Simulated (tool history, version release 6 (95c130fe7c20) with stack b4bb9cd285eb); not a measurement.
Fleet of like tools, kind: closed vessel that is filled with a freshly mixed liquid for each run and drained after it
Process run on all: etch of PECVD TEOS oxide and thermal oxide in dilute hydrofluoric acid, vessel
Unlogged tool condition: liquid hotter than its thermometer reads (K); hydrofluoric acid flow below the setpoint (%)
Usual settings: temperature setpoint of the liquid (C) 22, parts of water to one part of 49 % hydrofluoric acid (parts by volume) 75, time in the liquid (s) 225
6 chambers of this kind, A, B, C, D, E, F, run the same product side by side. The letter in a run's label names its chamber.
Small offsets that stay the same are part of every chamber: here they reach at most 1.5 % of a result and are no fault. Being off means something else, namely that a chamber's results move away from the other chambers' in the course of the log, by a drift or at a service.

run,hour,temperature setpoint of the liquid (C),parts of water to one part of 49 % hydrofluoric acid (parts by volume),time in the liquid (s),hours since the thermometer was replaced,hours since the hydrofluoric acid flow meter was replaced,"read-back film thickness of the PECVD TEOS oxide reference wafer, read on the same gauge (nm)","read-back film thickness of the thermal oxide reference wafer, read on the same gauge (nm)",thickness taken off the PECVD TEOS oxide on a monitor wafer (nm),thickness taken off the thermal oxide on a monitor wafer (nm)
1D,5.9,22,75,225,516.6,56.5,70.023,60.017,40.038,13.632
2B,12.4,22,75,225,288.7,651.9,69.986,60.039,39.641,13.663
3E,19.7,22,75,225,1061,741.5,69.996,59.983,40.755,13.798
4C,24.1,22,75,225,777,423,70.004,60.004,40.405,13.6
5F,30.5,22,75,225,793,1389.7,70.004,59.979,41.1,13.581
6A,36.9,22,75,225,1384.5,120.2,70.022,60.016,40.636,13.8
7D,42.7,22,75,225,553.4,93.3,69.954,60.008,40.775,13.717
8A,48.9,22,75,225,1396.5,132.2,69.996,59.992,41.282,13.751
9F,56.4,22,75,225,818.9,1415.6,70.017,60.001,40.816,13.559
10B,60.9,22,75,225,337.2,700.4,70.032,60.027,39.714,13.644
11E,66.8,22,75,225,1108.1,788.6,69.968,60.009,40.295,13.656
12C,72.8,22,75,225,825.7,471.7,70.032,59.993,40.02,13.656
# hour 76.1: chamber F: thermometer replaced
13F,78,22,75,225,2,1437.2,70.036,60.017,40.375,13.487
14C,85.8,22,75,225,838.7,484.7,69.998,59.978,40.089,13.57
15E,89.9,22,75,225,1131.2,811.7,70.024,59.995,40.364,13.719
16B,97.3,22,75,225,373.6,736.8,70.002,59.996,40.343,13.652
17A,105,22,75,225,1452.6,188.3,69.96,59.989,40.578,13.727
18D,108.5,22,75,225,619.2,159.1,69.962,60.015,40.466,13.756
19E,115.7,22,75,225,1157,837.5,70.029,60.022,39.87,13.707
20F,120.8,22,75,225,44.8,1480,69.975,59.983,40.166,13.553
21B,128.8,22,75,225,405.1,768.3,69.994,59.989,40.369,13.664
22A,132.3,22,75,225,1479.9,215.6,69.997,60.008,41.046,13.676
23D,139.5,22,75,225,650.2,190.1,69.985,60.032,40.698,13.686
24C,144.1,22,75,225,897,543,70.007,60.002,40.469,13.6
25C,149.4,22,75,225,902.3,548.3,70.017,59.992,40.386,13.642
26B,157.5,22,75,225,433.8,797,69.96,60.022,40.17,13.594
27A,162.8,22,75,225,1510.4,246.1,70.001,59.996,39.697,13.734
28F,169.8,22,75,225,93.8,1529,69.963,59.992,40.822,13.51
29D,175.6,22,75,225,686.3,226.2,70.055,59.985,41.08,13.671
30E,180.6,22,75,225,1221.9,902.4,70.043,60.007,40.37,13.698
31C,186.6,22,75,225,939.5,585.5,69.984,60.023,40.442,13.556
32D,194.1,22,75,225,704.8,244.7,70.057,59.991,40.443,13.773
33A,201.2,22,75,225,1548.8,284.5,69.988,59.986,40.546,13.767
34E,208.2,22,75,225,1249.5,930,69.984,59.999,40.621,13.75
35F,214.9,22,75,225,138.9,1574.1,70.019,59.996,40.109,13.61
36B,222.8,22,75,225,499.1,862.3,69.961,59.998,40.727,13.628
37B,230.8,22,60,305,507.1,870.3,69.97,59.987,69.274,23.394

Has any chamber moved away from the others, gradually or after a service, or does the common gauge drift, or do the chambers differ only by their own small steady offsets? State the chamber and the most likely cause if one applies.

Beyond each chamber's small constant offset nothing stands out, and the gauge stays steady.

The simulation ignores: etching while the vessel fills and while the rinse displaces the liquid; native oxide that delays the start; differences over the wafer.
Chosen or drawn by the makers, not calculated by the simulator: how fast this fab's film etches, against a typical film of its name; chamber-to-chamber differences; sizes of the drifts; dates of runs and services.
